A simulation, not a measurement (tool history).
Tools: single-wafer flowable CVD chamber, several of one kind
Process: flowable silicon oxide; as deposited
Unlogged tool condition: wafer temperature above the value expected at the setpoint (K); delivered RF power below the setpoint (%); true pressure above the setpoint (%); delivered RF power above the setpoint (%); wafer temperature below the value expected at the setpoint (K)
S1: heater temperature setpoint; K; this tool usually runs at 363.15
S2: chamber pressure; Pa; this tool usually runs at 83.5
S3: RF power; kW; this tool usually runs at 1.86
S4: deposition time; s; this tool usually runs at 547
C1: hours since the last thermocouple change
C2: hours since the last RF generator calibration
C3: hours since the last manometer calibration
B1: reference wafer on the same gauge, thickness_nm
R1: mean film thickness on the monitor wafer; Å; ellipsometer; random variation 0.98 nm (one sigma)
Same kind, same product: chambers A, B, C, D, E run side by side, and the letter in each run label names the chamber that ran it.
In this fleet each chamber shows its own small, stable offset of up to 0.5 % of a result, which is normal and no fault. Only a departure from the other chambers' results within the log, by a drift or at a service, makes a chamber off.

run   hour      S1    S2     S3   S4      C1      C2      C3      B1      R1
 1C    7.3  363.15  83.5   1.86  547   315.5  1367.5  2089.9  293.11  3276.6
 2D   23.5  363.15  83.5   1.86  547  1015.7  1919.8  1331.6  292.95  3294.4
 3B   34.7  363.15  83.5   1.86  547   977.6   534.8  2279.1  292.96  3284.7
 4A   48.8  363.15  83.5   1.86  547    54.9   731.1    95.9  292.83  3279.5
 5E   57.5  363.15  83.5   1.86  547   646.1  2091.8    85.7  293.18  3289.3
 6A   72.1  363.15  83.5   1.86  547    78.2   754.4   119.2  292.96  3274.8
 7C   80.6  352.15  83.5   1.86  507   388.8  1440.8  2163.2  293.01  4193.6
 8E   95.3  352.15  83.5   1.86  507   683.9  2129.6   123.5  292.85  4210.2
 9B  106.4  352.15  83.5   1.86  507  1049.3   606.5  2350.8  293.08  4232.4
10D    116  352.15  83.5   1.86  507  1108.2  2012.3  1424.1  292.82  4213.2
11B  123.2  352.15  83.5   1.86  507  1066.1   623.3  2367.6  293.07  4225.5
12D  132.4  363.15  83.5   1.86  547  1124.6  2028.7  1440.5  292.86  3269.1
13C  143.4  363.15  83.5   1.86  547   451.6  1503.6    2226  293.03  3284.7
14E  158.3  363.15  83.5   1.86  547   746.9  2192.6   186.5  293.03  3281.8
15A  168.6  363.15  83.5   1.86  547   174.7   850.9   215.7  292.87  3278.6
16E    179  363.15  83.5  2.055  547   767.6  2213.3   207.2  292.88  3376.5
17D  189.4  363.15  83.5  2.055  547  1181.6  2085.7  1497.5  293.09  3360.1
     201.7  -- chamber D: RF generator calibrated
18B    204  363.15  83.5  2.055  547  1146.9   704.1  2448.4  292.93  3378.4
19A  215.2  363.15  83.5  2.055  547   221.3   897.5   262.3  292.97  3350.9
20C  225.2  363.15  83.5  2.055  547   533.4  1585.4  2307.8  292.94  3378.1
21C  235.4  363.15  83.5   1.86  547   543.6  1595.6    2318  293.03  3290.3
22B  249.2  363.15  83.5   1.86  547  1192.1   749.3  2493.6  293.29  3281.7
       251  -- chamber E: RF generator calibrated
23A  256.7  363.15  83.5   1.86  547   262.8     939   303.8  292.94  3278.7
24E    266  363.15  83.5   2.15  616   854.6    15.1   294.2  293.12  3799.3
25D  273.8  363.15  83.5   2.15  616    1266    72.1  1581.9  292.84  3860.1
26C  284.1  363.15  83.5   2.15  616   592.3  1644.3  2366.7  292.79  3804.8
27B  299.1  363.15  83.5   2.15  616    1242   799.2  2543.5  293.03  3820.3
28E  308.1  363.15  83.5   2.15  616   896.7    57.2   336.3  292.82  3833.2
29A  317.8  363.15  83.5   1.86  547   323.9  1000.1   364.9  293.03  3296.8
30D  330.4  363.15  83.5   1.86  547  1322.6   128.7  1638.5  293.16  3353.2
31A  342.5  363.15  83.5   1.86  547   348.6  1024.8   389.6  292.98  3271.8
32E  353.6  369.15  83.5   1.97  547   942.2   102.7   381.8  293.08  2716.7
33C  361.8  369.15  83.5   1.97  547     670    1722  2444.4  292.86  2717.9
34B  376.8  369.15  83.5   1.97  547  1319.7   876.9  2621.2   292.9  2727.3
35D  388.7  369.15  83.5   1.97  547  1380.9     187  1696.8  293.17  2798.5
       392  -- chamber B: capacitance manometer re-zeroed and calibrated
36E  401.4  369.15  83.5   1.97  547     990   150.5   429.6  292.99  2726.8
37C    417  363.15  83.5   1.86  547   725.2  1777.2  2499.6   293.1  3283.8
38A    429  363.15  83.5   1.86  547   435.1  1111.3   476.1  292.67  3271.7
39B  443.2  363.15  83.5   1.86  547  1386.1   943.3    51.3  292.89    3288
40D  450.8  363.15  70.7  1.595  547    1443   249.1  1758.9   293.1  2581.4
41C  460.8  363.15  70.7  1.595  547     769    1821  2543.4  293.09  2501.4
42D    473  363.15  70.7  1.595  547  1465.2   271.3  1781.1  292.99  2589.3
43A  481.8  363.15  70.7  1.595  547   487.9  1164.1   528.9  293.05  2497.2
44B    498  363.15  70.7  1.595  547  1440.9   998.1   106.1     293  2489.6

All 5 chambers run these settings next. Forecast each chamber's results:
45A  509.8  363.15  83.5  1.86  547                   ?
45B  509.8  363.15  83.5  1.86  547                   ?
45C  509.8  363.15  83.5  1.86  547                   ?
45D  509.8  363.15  83.5  1.86  547                   ?
45E  509.8  363.15  83.5  1.86  547                   ?

run      R1
45A  3279.3
45B  3268.5
45C  3296.3
45D  3424.5
45E  3275.5
